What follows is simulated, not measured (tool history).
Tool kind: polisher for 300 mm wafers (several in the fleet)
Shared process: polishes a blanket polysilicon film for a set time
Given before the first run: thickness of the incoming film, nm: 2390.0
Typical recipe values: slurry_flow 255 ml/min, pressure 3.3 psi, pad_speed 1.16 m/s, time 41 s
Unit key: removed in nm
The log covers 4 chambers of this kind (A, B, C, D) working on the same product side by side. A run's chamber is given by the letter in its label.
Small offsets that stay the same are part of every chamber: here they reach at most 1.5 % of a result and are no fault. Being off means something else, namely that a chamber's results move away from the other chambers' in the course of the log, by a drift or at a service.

| run | hour | slurry_flow | pressure | pad_speed | time | wafers polished on this pad | hours since the slurry nozzle was cleaned | hours since the head pressure was calibrated | removed |
|---|---|---|---|---|---|---|---|---|---|
| 1D | 5.2 | 255 | 3.3 | 1.16 | 41 | 441 | 21.0 | 895.7 | 435.38 |
| 2A | 15.3 | 255 | 3.3 | 1.16 | 41 | 321 | 495.9 | 392.9 | 436.74 |
| 3B | 26.7 | 255 | 3.3 | 1.16 | 41 | 531 | 313.8 | 965.1 | 441.32 |
| 4C | 34.0 | 255 | 3.3 | 1.16 | 41 | 535 | 174.7 | 179.7 | 432.67 |
|  | 34.9 | chamber C: worn pad replaced by a new one |
| 5B | 44.7 | 255 | 3.3 | 1.16 | 41 | 645 | 331.8 | 983.1 | 436.96 |
| 6D | 53.6 | 320 | 2.5 | 1.16 | 41 | 747 | 69.4 | 944.1 | 337.13 |
| 7C | 59.1 | 320 | 2.5 | 1.16 | 41 | 153 | 199.8 | 204.8 | 336.42 |
| 8A | 69.9 | 320 | 2.5 | 1.16 | 41 | 666 | 550.5 | 447.5 | 335.35 |
| 9B | 79.9 | 320 | 2.5 | 1.16 | 41 | 868 | 367.0 | 1018.3 | 339.80 |
|  | 84.2 | chamber A: worn pad replaced by a new one |
| 10A | 90.0 | 255 | 3.3 | 1.16 | 41 | 36 | 570.6 | 467.6 | 439.12 |
| 11D | 99.1 | 255 | 3.3 | 1.16 | 41 | 1035 | 114.9 | 989.6 | 444.39 |
| 12C | 107.1 | 255 | 3.3 | 1.16 | 41 | 456 | 247.8 | 252.8 | 423.83 |
|  | 118.2 | chamber C: worn pad replaced by a new one |
| 13C | 118.3 | 255 | 3.3 | 1.16 | 41 | 1 | 259.0 | 264.0 | 434.30 |
|  | 121.8 | chamber D: worn pad replaced by a new one |
|  | 123.4 | chamber C: slurry nozzle cleaned |
| 14A | 126.2 | 255 | 3.3 | 1.16 | 41 | 265 | 606.8 | 503.8 | 436.37 |
| 15B | 131.7 | 255 | 3.3 | 1.16 | 41 | 1195 | 418.8 | 1070.1 | 435.55 |
|  | 139.6 | chamber B: worn pad replaced by a new one |
| 16D | 141.2 | 255 | 3.3 | 1.16 | 41 | 122 | 157.0 | 1031.7 | 437.86 |
| 17B | 150.9 | 255 | 3.3 | 1.16 | 41 | 71 | 438.0 | 1089.3 | 437.64 |
|  | 152.2 | chamber A: slurry nozzle cleaned |
| 18C | 158.4 | 195 | 3.3 | 1.52 | 41 | 254 | 35.1 | 304.1 | 551.00 |
| 19D | 163.9 | 195 | 3.3 | 1.52 | 41 | 266 | 179.7 | 1054.4 | 548.33 |
| 20A | 171.7 | 195 | 3.3 | 1.52 | 41 | 553 | 19.5 | 549.3 | 545.90 |
| 21A | 177.9 | 195 | 3.3 | 1.52 | 41 | 592 | 25.7 | 555.5 | 552.34 |
|  | 180.8 | chamber A: worn pad replaced by a new one |
| 22B | 187.2 | 255 | 3.3 | 1.16 | 41 | 301 | 474.3 | 1125.6 | 443.67 |
|  | 192.1 | chamber C: worn pad replaced by a new one |
| 23C | 193.3 | 255 | 3.3 | 1.16 | 41 | 7 | 70.0 | 339.0 | 432.07 |
| 24D | 201.9 | 255 | 3.3 | 1.16 | 41 | 506 | 217.7 | 1092.4 | 441.47 |
| 25C | 209.0 | 180 | 3.3 | 1.16 | 41 | 107 | 85.7 | 354.7 | 416.57 |
| 26B | 214.9 | 180 | 3.3 | 1.16 | 41 | 476 | 502.0 | 1153.3 | 421.70 |
| 27A | 221.0 | 180 | 3.3 | 1.16 | 41 | 254 | 68.8 | 598.6 | 422.46 |
| 28D | 229.0 | 180 | 3.3 | 1.16 | 41 | 678 | 244.8 | 1119.5 | 415.13 |
| 29A | 235.4 | 255 | 3.3 | 1.16 | 41 | 345 | 83.2 | 613.0 | 440.01 |
| 30C | 244.4 | 255 | 3.3 | 1.16 | 41 | 330 | 121.1 | 390.1 | 433.52 |
| 31D | 249.5 | 205 | 3.3 | 0.86 | 41 | 807 | 265.3 | 1140.0 | 313.21 |
| 32B | 255.0 | 205 | 3.3 | 0.86 | 41 | 730 | 542.1 | 1193.4 | 313.36 |
|  | 264.5 | chamber C: worn pad replaced by a new one |
|  | 265.2 | chamber B: head pressure recalibrated |
| 33B | 266.0 | 205 | 3.3 | 0.86 | 41 | 799 | 553.1 | 0.8 | 312.93 |
| 34A | 275.4 | 205 | 3.3 | 0.86 | 41 | 598 | 123.2 | 653.0 | 316.85 |
| 35C | 286.6 | 255 | 3.3 | 1.16 | 41 | 140 | 163.3 | 432.3 | 433.60 |

All chambers now run identical settings, listed one chamber a line with results as question marks. What results will each chamber show?
| 36A | 294.8 | 255 | 3.3 | 1.48 | 41 |  |  |  | ? |
| 36B | 294.8 | 255 | 3.3 | 1.48 | 41 |  |  |  | ? |
| 36C | 294.8 | 255 | 3.3 | 1.48 | 41 |  |  |  | ? |
| 36D | 294.8 | 255 | 3.3 | 1.48 | 41 |  |  |  | ? |

| run | removed |
|---|---|
| 36A | 555.82 |
| 36B | 570.23 |
| 36C | 556.40 |
| 36D | 555.21 |
